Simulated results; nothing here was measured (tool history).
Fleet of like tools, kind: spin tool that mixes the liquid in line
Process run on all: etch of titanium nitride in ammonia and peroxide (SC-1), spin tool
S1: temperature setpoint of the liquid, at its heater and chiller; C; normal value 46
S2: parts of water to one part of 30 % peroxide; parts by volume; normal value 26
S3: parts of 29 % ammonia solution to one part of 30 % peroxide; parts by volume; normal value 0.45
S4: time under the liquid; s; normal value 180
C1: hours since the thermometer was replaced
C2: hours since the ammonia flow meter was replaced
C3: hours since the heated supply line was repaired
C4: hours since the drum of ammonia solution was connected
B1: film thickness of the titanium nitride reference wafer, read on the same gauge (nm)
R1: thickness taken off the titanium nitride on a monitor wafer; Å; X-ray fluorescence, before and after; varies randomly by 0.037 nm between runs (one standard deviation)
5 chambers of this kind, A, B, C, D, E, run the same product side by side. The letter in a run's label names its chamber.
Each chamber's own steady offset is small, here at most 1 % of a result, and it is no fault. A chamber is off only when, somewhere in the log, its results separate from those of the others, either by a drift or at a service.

{"run": "1B", "hour": 10.8, "S1": 46, "S2": 26, "S3": 0.45, "S4": 180, "C1": 1404.9, "C2": 23, "C3": 385.7, "C4": 582.5, "B1": 80.044, "R1": 30.512}
{"hour": 13.5, "done": "chamber B: thermometer replaced"}
{"run": "2D", "hour": 24.4, "S1": 46, "S2": 26, "S3": 0.45, "S4": 180, "C1": 246.1, "C2": 1046.8, "C3": 1594.5, "C4": 159.6, "B1": 80.022, "R1": 30.72}
{"run": "3E", "hour": 32.7, "S1": 46, "S2": 26, "S3": 0.45, "S4": 180, "C1": 329.4, "C2": 441.1, "C3": 121.3, "C4": 725.6, "B1": 80.025, "R1": 30.973}
{"run": "4A", "hour": 45.7, "S1": 46, "S2": 26, "S3": 0.45, "S4": 180, "C1": 189.3, "C2": 654.3, "C3": 232.6, "C4": 741, "B1": 80.002, "R1": 30.419}
{"run": "5C", "hour": 57.6, "S1": 46, "S2": 26, "S3": 0.45, "S4": 180, "C1": 728, "C2": 183.5, "C3": 922.1, "C4": 159.6, "B1": 80.025, "R1": 31.508}
{"run": "6D", "hour": 65.2, "S1": 46, "S2": 26, "S3": 0.45, "S4": 180, "C1": 286.9, "C2": 1087.6, "C3": 1635.3, "C4": 200.4, "B1": 80.019, "R1": 31.234}
{"run": "7C", "hour": 79.2, "S1": 46, "S2": 26, "S3": 0.45, "S4": 180, "C1": 749.6, "C2": 205.1, "C3": 943.7, "C4": 181.2, "B1": 80.035, "R1": 30.231}
{"run": "8B", "hour": 88.8, "S1": 46, "S2": 26, "S3": 0.45, "S4": 180, "C1": 75.3, "C2": 101, "C3": 463.7, "C4": 660.5, "B1": 79.987, "R1": 30.733}
{"run": "9A", "hour": 101.0, "S1": 46, "S2": 26, "S3": 0.45, "S4": 180, "C1": 244.6, "C2": 709.6, "C3": 287.9, "C4": 796.3, "B1": 80.006, "R1": 30.529}
{"run": "10E", "hour": 111.1, "S1": 52, "S2": 26, "S3": 0.45, "S4": 180, "C1": 407.8, "C2": 519.5, "C3": 199.7, "C4": 804, "B1": 79.988, "R1": 46.332}
{"run": "11A", "hour": 123.9, "S1": 52, "S2": 26, "S3": 0.45, "S4": 180, "C1": 267.5, "C2": 732.5, "C3": 310.8, "C4": 819.2, "B1": 79.958, "R1": 45.016}
{"run": "12C", "hour": 134.0, "S1": 52, "S2": 26, "S3": 0.45, "S4": 180, "C1": 804.4, "C2": 259.9, "C3": 998.5, "C4": 236, "B1": 79.962, "R1": 46.455}
{"run": "13E", "hour": 146.7, "S1": 52, "S2": 26, "S3": 0.45, "S4": 180, "C1": 443.4, "C2": 555.1, "C3": 235.3, "C4": 839.6, "B1": 80.023, "R1": 47.505}
{"hour": 146.9, "done": "chamber E: new drum of ammonia solution connected"}
{"run": "14B", "hour": 156.8, "S1": 52, "S2": 26, "S3": 0.45, "S4": 180, "C1": 143.3, "C2": 169, "C3": 531.7, "C4": 728.5, "B1": 80.034, "R1": 47.059}
{"run": "15D", "hour": 168.9, "S1": 46, "S2": 26, "S3": 0.45, "S4": 180, "C1": 390.6, "C2": 1191.3, "C3": 1739, "C4": 304.1, "B1": 80.002, "R1": 30.469}
{"run": "16A", "hour": 182.1, "S1": 46, "S2": 26, "S3": 0.45, "S4": 180, "C1": 325.7, "C2": 790.7, "C3": 369, "C4": 877.4, "B1": 80.026, "R1": 29.404}
{"run": "17C", "hour": 189.9, "S1": 46, "S2": 17, "S3": 0.45, "S4": 125, "C1": 860.3, "C2": 315.8, "C3": 1054.4, "C4": 291.9, "B1": 80.051, "R1": 27.714}
{"run": "18B", "hour": 197.0, "S1": 46, "S2": 17, "S3": 0.45, "S4": 125, "C1": 183.5, "C2": 209.2, "C3": 571.9, "C4": 768.7, "B1": 79.961, "R1": 27.087}
{"run": "19E", "hour": 210.8, "S1": 46, "S2": 17, "S3": 0.45, "S4": 125, "C1": 507.5, "C2": 619.2, "C3": 299.4, "C4": 64, "B1": 79.99, "R1": 26.977}
{"run": "20D", "hour": 219.7, "S1": 46, "S2": 17, "S3": 0.45, "S4": 125, "C1": 441.4, "C2": 1242.1, "C3": 1789.8, "C4": 354.9, "B1": 79.991, "R1": 26.985}
{"run": "21E", "hour": 231.8, "S1": 46, "S2": 17, "S3": 0.45, "S4": 125, "C1": 528.5, "C2": 640.2, "C3": 320.4, "C4": 85, "B1": 80.044, "R1": 27.296}
{"run": "22B", "hour": 240.7, "S1": 46, "S2": 26, "S3": 0.45, "S4": 180, "C1": 227.2, "C2": 252.9, "C3": 615.6, "C4": 812.4, "B1": 79.983, "R1": 31.151}
{"run": "23C", "hour": 254.6, "S1": 46, "S2": 26, "S3": 0.45, "S4": 180, "C1": 925, "C2": 380.5, "C3": 1119.1, "C4": 356.6, "B1": 80.044, "R1": 30.519}
{"run": "24D", "hour": 265.8, "S1": 46, "S2": 26, "S3": 0.45, "S4": 180, "C1": 487.5, "C2": 1288.2, "C3": 1835.9, "C4": 401, "B1": 79.958, "R1": 31.114}
{"hour": 272.5, "done": "chamber B: new drum of ammonia solution connected"}
{"hour": 275.6, "done": "chamber A: new drum of ammonia solution connected"}
{"hour": 277.5, "done": "chamber C: thermometer replaced"}
{"run": "25A", "hour": 279.1, "S1": 46, "S2": 26, "S3": 0.45, "S4": 180, "C1": 422.7, "C2": 887.7, "C3": 466, "C4": 3.5, "B1": 79.985, "R1": 29.476}
{"run": "26B", "hour": 285.7, "S1": 46, "S2": 26, "S3": 0.45, "S4": 180, "C1": 272.2, "C2": 297.9, "C3": 660.6, "C4": 13.2, "B1": 79.986, "R1": 31.3}
{"run": "27D", "hour": 295.4, "S1": 46, "S2": 26, "S3": 0.45, "S4": 180, "C1": 517.1, "C2": 1317.8, "C3": 1865.5, "C4": 430.6, "B1": 80.036, "R1": 30.931}
{"hour": 296.5, "done": "chamber D: new drum of ammonia solution connected"}
{"run": "28E", "hour": 304.4, "S1": 46, "S2": 26, "S3": 0.45, "S4": 180, "C1": 601.1, "C2": 712.8, "C3": 393, "C4": 157.6, "B1": 79.969, "R1": 30.607}
{"run": "29A", "hour": 311.6, "S1": 46, "S2": 26, "S3": 0.45, "S4": 180, "C1": 455.2, "C2": 920.2, "C3": 498.5, "C4": 36, "B1": 80, "R1": 28.842}
{"run": "30C", "hour": 319.8, "S1": 46, "S2": 26, "S3": 0.45, "S4": 180, "C1": 42.4, "C2": 445.7, "C3": 1184.3, "C4": 421.8, "B1": 80, "R1": 30.535}
{"hour": 321.3, "done": "chamber A: ammonia flow meter replaced"}
{"hour": 332.6, "done": "chamber B: heated supply line repaired"}
{"run": "31B", "hour": 332.6, "S1": 46, "S2": 26, "S3": 0.45, "S4": 180, "C1": 319.1, "C2": 344.8, "C3": 0, "C4": 60.1, "B1": 80.032, "R1": 31.29}
{"run": "32C", "hour": 339.6, "S1": 46, "S2": 26, "S3": 0.45, "S4": 180, "C1": 62.2, "C2": 465.5, "C3": 1204.1, "C4": 441.6, "B1": 79.971, "R1": 30.146}
{"run": "33A", "hour": 349.4, "S1": 46, "S2": 26, "S3": 0.45, "S4": 180, "C1": 493, "C2": 28.2, "C3": 536.3, "C4": 73.8, "B1": 79.994, "R1": 28.656}
{"run": "34D", "hour": 359.2, "S1": 46, "S2": 26, "S3": 0.45, "S4": 180, "C1": 580.9, "C2": 1381.6, "C3": 1929.3, "C4": 62.7, "B1": 80.013, "R1": 31.397}
{"run": "35E", "hour": 366.6, "S1": 38, "S2": 26, "S3": 0.35, "S4": 180, "C1": 663.3, "C2": 775, "C3": 455.2, "C4": 219.8, "B1": 79.968, "R1": 16.054}
{"run": "36C", "hour": 374.8, "S1": 38, "S2": 26, "S3": 0.35, "S4": 180, "C1": 97.4, "C2": 500.7, "C3": 1239.3, "C4": 476.8, "B1": 79.997, "R1": 16.567}
{"run": "37D", "hour": 383.4, "S1": 38, "S2": 26, "S3": 0.35, "S4": 180, "C1": 605.1, "C2": 1405.8, "C3": 1953.5, "C4": 86.9, "B1": 79.991, "R1": 16.378}
{"run": "38A", "hour": 394.9, "S1": 38, "S2": 26, "S3": 0.35, "S4": 180, "C1": 538.5, "C2": 73.7, "C3": 581.8, "C4": 119.3, "B1": 80.007, "R1": 14.989}

Is one chamber off against the others, does the gauge drift, or is nothing wrong? If a chamber is off, say which, and what the likeliest cause is.

It is chamber A that slowly wanders off from its peers.
Most likely cause: temperature lost on the way to the wafer (K) = 1.41.
The log may not separate it from: liquid colder than its thermometer reads (K).

Below are 4 candidate recipes for chamber A's next run, each the usual settings with a change, their results shown as question marks. Which of them brings A's results back in line with what the other chambers give on the usual settings?
A result is in line if it is within this distance of the other chambers' mean on the usual settings: R1 1.3 Å
{"run": "39A-1", "hour": 404.9, "S1": 46, "S2": 21.5, "S3": 0.45, "S4": 180, "R1": "?"}
{"run": "39A-2", "hour": 404.9, "S1": 46, "S2": 25, "S3": 0.45, "S4": 180, "R1": "?"}
{"run": "39A-3", "hour": 404.9, "S1": 45.5, "S2": 26, "S3": 0.45, "S4": 180, "R1": "?"}
{"run": "39A-4", "hour": 404.9, "S1": 44.5, "S2": 26.5, "S3": 0.45, "S4": 180, "R1": "?"}

Other chambers, usual settings, mean: R1 30.933 Å
run=39A-1 R1=30.93
run=39A-2 R1=28.382
run=39A-3 R1=26.787
run=39A-4 R1=24.659
39A-1 brings the chamber back in line.
